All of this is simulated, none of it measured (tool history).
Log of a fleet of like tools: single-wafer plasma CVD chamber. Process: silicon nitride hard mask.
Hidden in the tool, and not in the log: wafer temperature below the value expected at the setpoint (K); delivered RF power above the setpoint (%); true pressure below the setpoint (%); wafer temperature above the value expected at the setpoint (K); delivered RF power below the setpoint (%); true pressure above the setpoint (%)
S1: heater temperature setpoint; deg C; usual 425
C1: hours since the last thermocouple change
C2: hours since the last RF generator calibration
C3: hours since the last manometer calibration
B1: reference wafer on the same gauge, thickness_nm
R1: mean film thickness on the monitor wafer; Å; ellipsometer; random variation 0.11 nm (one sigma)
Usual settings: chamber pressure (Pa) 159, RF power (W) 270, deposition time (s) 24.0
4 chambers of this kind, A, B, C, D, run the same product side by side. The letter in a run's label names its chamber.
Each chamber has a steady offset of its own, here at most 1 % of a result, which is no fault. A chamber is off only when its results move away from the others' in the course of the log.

Run 1B, hour 5.0: usual settings; C1 955.0; C2 1710.0; C3 828.7; B1 23.785. Result: R1 231.78 Å.
Run 2C, hour 9.7: usual settings; C1 1947.4; C2 591.7; C3 292.8; B1 23.822. Result: R1 233.31 Å.
Run 3A, hour 15.0: usual settings; C1 1231.3; C2 293.0; C3 762.2; B1 23.788. Result: R1 229.94 Å.
Run 4D, hour 18.6: usual settings; C1 701.2; C2 578.9; C3 281.1; B1 23.831. Result: R1 232.90 Å.
Run 5C, hour 23.7: usual settings; C1 1961.4; C2 605.7; C3 306.8; B1 23.811. Result: R1 232.57 Å.
Run 6B, hour 28.4: usual settings; C1 978.4; C2 1733.4; C3 852.1; B1 23.824. Result: R1 232.89 Å.
Run 7A, hour 31.6: usual settings; C1 1247.9; C2 309.6; C3 778.8; B1 23.789. Result: R1 230.83 Å.
Run 8D, hour 36.2: usual settings; C1 718.8; C2 596.5; C3 298.7; B1 23.782. Result: R1 233.58 Å.
Run 9C, hour 40.0: usual settings; C1 1977.7; C2 622.0; C3 323.1; B1 23.813. Result: R1 234.56 Å.
Run 10B, hour 44.2: usual settings; C1 994.2; C2 1749.2; C3 867.9; B1 23.818. Result: R1 230.91 Å.
Run 11A, hour 48.5: usual settings but deposition time (s) 21.6; C1 1264.8; C2 326.5; C3 795.7; B1 23.795. Result: R1 206.83 Å.
Run 12D, hour 53.6: usual settings but deposition time (s) 21.6; C1 736.2; C2 613.9; C3 316.1; B1 23.811. Result: R1 211.09 Å.
Run 13B, hour 56.4: usual settings but deposition time (s) 21.6; C1 1006.4; C2 1761.4; C3 880.1; B1 23.798. Result: R1 209.27 Å.
Run 14C, hour 61.0: usual settings but deposition time (s) 21.6; C1 1998.7; C2 643.0; C3 344.1; B1 23.794. Result: R1 210.66 Å.
Run 15D, hour 67.0: usual settings; C1 749.6; C2 627.3; C3 329.5; B1 23.788. Result: R1 233.07 Å.
Run 16A, hour 73.0: usual settings; C1 1289.3; C2 351.0; C3 820.2; B1 23.823. Result: R1 228.70 Å.
At hour 76.4: chamber B: RF generator calibrated.
Run 17C, hour 77.8: usual settings; C1 2015.5; C2 659.8; C3 360.9; B1 23.788. Result: R1 232.81 Å.
Run 18B, hour 80.8: usual settings; C1 1030.8; C2 4.5; C3 904.5; B1 23.793. Result: R1 231.66 Å.
Run 19D, hour 83.6: usual settings; C1 766.2; C2 643.9; C3 346.1; B1 23.776. Result: R1 232.41 Å.
At hour 84.8: chamber B: thermocouple changed; heater temperature recalibrated.
Run 20A, hour 89.4: usual settings; C1 1305.7; C2 367.4; C3 836.6; B1 23.779. Result: R1 229.19 Å.
Run 21D, hour 95.2: usual settings; C1 777.8; C2 655.5; C3 357.7; B1 23.805. Result: R1 235.60 Å.
Run 22C, hour 100.1: usual settings; C1 2037.8; C2 682.1; C3 383.2; B1 23.800. Result: R1 234.05 Å.
Run 23B, hour 102.8: usual settings; C1 18.0; C2 26.5; C3 926.5; B1 23.810. Result: R1 233.67 Å.
Run 24A, hour 106.3: usual settings; C1 1322.6; C2 384.3; C3 853.5; B1 23.784. Result: R1 227.46 Å.
Run 25A, hour 108.9: usual settings; C1 1325.2; C2 386.9; C3 856.1; B1 23.791. Result: R1 228.54 Å.
Run 26D, hour 113.9: usual settings; C1 796.5; C2 674.2; C3 376.4; B1 23.800. Result: R1 232.79 Å.
Run 27C, hour 117.6: usual settings; C1 2055.3; C2 699.6; C3 400.7; B1 23.804. Result: R1 231.09 Å.
Run 28B, hour 122.6: usual settings; C1 37.8; C2 46.3; C3 946.3; B1 23.802. Result: R1 231.10 Å.
Run 29D, hour 127.7: usual settings; C1 810.3; C2 688.0; C3 390.2; B1 23.803. Result: R1 234.16 Å.
Run 30B, hour 132.7: usual settings but chamber pressure (Pa) 188; C1 47.9; C2 56.4; C3 956.4; B1 23.786. Result: R1 243.97 Å.
Run 31C, hour 135.7: usual settings but chamber pressure (Pa) 188; C1 2073.4; C2 717.7; C3 418.8; B1 23.805. Result: R1 244.77 Å.

Is one chamber off against the others, does the gauge drift, or is nothing wrong? If a chamber is off, say which, and what the likeliest cause is.

Chamber A drifts away from the others.
Cause: true pressure below the setpoint (%) = 7.17.
The log may not tell that from: delivered RF power below the setpoint (%).

Here are 4 candidates for chamber A's next run, each the usual settings with a change, their results left as question marks. Which one brings its results back in line with what the others give on the usual settings?
In line means no further than this from the other chambers' mean on the usual settings: R1 3.80 Å
Run 32A-1, hour 140.0: usual settings but RF power (W) 275, deposition time (s) 24.5. Result: R1 ?.
Run 32A-2, hour 140.0: usual settings but chamber pressure (Pa) 155, deposition time (s) 22.7. Result: R1 ?.
Run 32A-3, hour 140.0: usual settings but chamber pressure (Pa) 157, RF power (W) 265, deposition time (s) 23.5. Result: R1 ?.
Run 32A-4, hour 140.0: usual settings but chamber pressure (Pa) 191. Result: R1 ?.

The other chambers' mean on the usual settings: R1 233.24 Å
  run      R1
32A-1  232.82
32A-2  211.15
32A-3  216.95
32A-4  238.89
32A-1 brings the chamber back in line.
